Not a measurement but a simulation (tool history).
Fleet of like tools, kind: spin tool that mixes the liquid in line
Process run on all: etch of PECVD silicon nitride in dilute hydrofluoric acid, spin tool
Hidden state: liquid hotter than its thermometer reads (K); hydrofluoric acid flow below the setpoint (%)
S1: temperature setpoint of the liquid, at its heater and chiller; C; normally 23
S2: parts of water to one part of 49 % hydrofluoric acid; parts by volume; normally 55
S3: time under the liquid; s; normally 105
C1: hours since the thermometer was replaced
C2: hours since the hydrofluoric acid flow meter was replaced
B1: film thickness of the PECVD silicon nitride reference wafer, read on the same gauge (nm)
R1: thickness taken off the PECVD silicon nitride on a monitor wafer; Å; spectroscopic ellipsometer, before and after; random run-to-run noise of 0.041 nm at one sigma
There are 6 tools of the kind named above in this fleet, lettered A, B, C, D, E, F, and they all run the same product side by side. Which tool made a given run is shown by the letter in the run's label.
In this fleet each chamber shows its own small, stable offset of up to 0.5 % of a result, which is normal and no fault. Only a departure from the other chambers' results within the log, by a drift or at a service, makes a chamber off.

run	day	S1	S2	S3	C1	C2	B1	R1
# day 0.038: chamber E: hydrofluoric acid flow meter replaced
1D	0.192	23	55	105	515.1	911.5	29.964	45.584
2A	0.383	23	55	105	1124.3	1440.2	30.005	45.478
3E	0.612	23	55	105	410.3	13.9	29.981	45.12
4C	0.846	23	55	105	1810.4	386.6	30.003	45.447
5B	1.025	23	55	105	888.5	54.7	29.97	46.18
6F	1.175	23	55	105	804	620.4	29.989	44.877
# day 1.362: chamber B: thermometer replaced
7F	1.392	23	55	105	809.2	625.6	29.976	45.376
8A	1.525	23	55	105	1151.7	1467.6	29.993	44.749
9E	1.654	23	55	105	435.3	38.9	29.986	45.137
10D	1.829	23	55	105	554.4	950.8	29.987	45.228
11B	2.038	23	55	105	16.2	79	29.967	44.947
12C	2.196	23	55	160	1842.8	419	29.997	69.376
13B	2.35	23	55	160	23.7	86.5	30.008	70.004
14F	2.462	23	55	160	834.9	651.3	29.985	70.656
15C	2.646	23	55	160	1853.6	429.8	30.012	69.496
16E	2.838	23	55	160	463.7	67.3	29.98	67.852
17D	3.021	23	55	160	583	979.4	30.008	71.753
18A	3.167	23	55	105	1191.1	1507	29.979	45.865
19C	3.279	23	55	105	1868.8	445	30.032	45.201
20B	3.433	23	55	105	49.7	112.5	29.965	45.204
# day 3.488: chamber F: thermometer replaced
21A	3.621	23	55	105	1202	1517.9	29.974	44.754
22E	3.775	23	55	105	486.2	89.8	29.997	45.62
23D	3.896	27.5	55	85	604	1000.4	29.986	52.237
24F	4.112	27.5	55	85	15	690.9	29.983	49.813
25E	4.292	27.5	55	85	498.6	102.2	30.004	49.063
26A	4.438	27.5	55	85	1221.6	1537.5	30.026	49.035
27B	4.646	27.5	55	85	78.8	141.6	29.994	49.765
28F	4.754	27.5	55	85	30.4	706.3	29.96	49.178
29C	4.896	23	40	105	1907.6	483.8	30.02	61.81
30D	5.088	23	40	105	632.6	1029	30.024	67.427
31D	5.217	23	40	105	635.7	1032.1	29.978	67.673
32F	5.392	23	40	105	45.7	721.6	29.953	61.919
33E	5.55	23	40	105	528.8	132.4	29.98	62.511
34B	5.658	23	40	105	103.1	165.9	30.023	61.145
35C	5.804	23	55	105	1929.4	505.6	29.99	45.503
36A	6.004	23	55	105	1259.2	1575.1	29.988	44.902
37C	6.196	23	55	105	1938.8	515	30.024	45.466
38A	6.421	24.5	55	105	1269.2	1585.1	29.964	49.884
39D	6.617	24.5	55	105	669.3	1065.7	29.996	55.605
40F	6.758	24.5	55	105	78.5	754.4	30.043	50.241

Predict what each chamber gives when all 6 of them run the settings below next.
41A	6.929	28	55	105				?
41B	6.929	28	55	105				?
41C	6.929	28	55	105				?
41D	6.929	28	55	105				?
41E	6.929	28	55	105				?
41F	6.929	28	55	105				?

run	R1
41A	62.944
41B	62.521
41C	63.25
41D	70.581
41E	63.028
41F	64.592
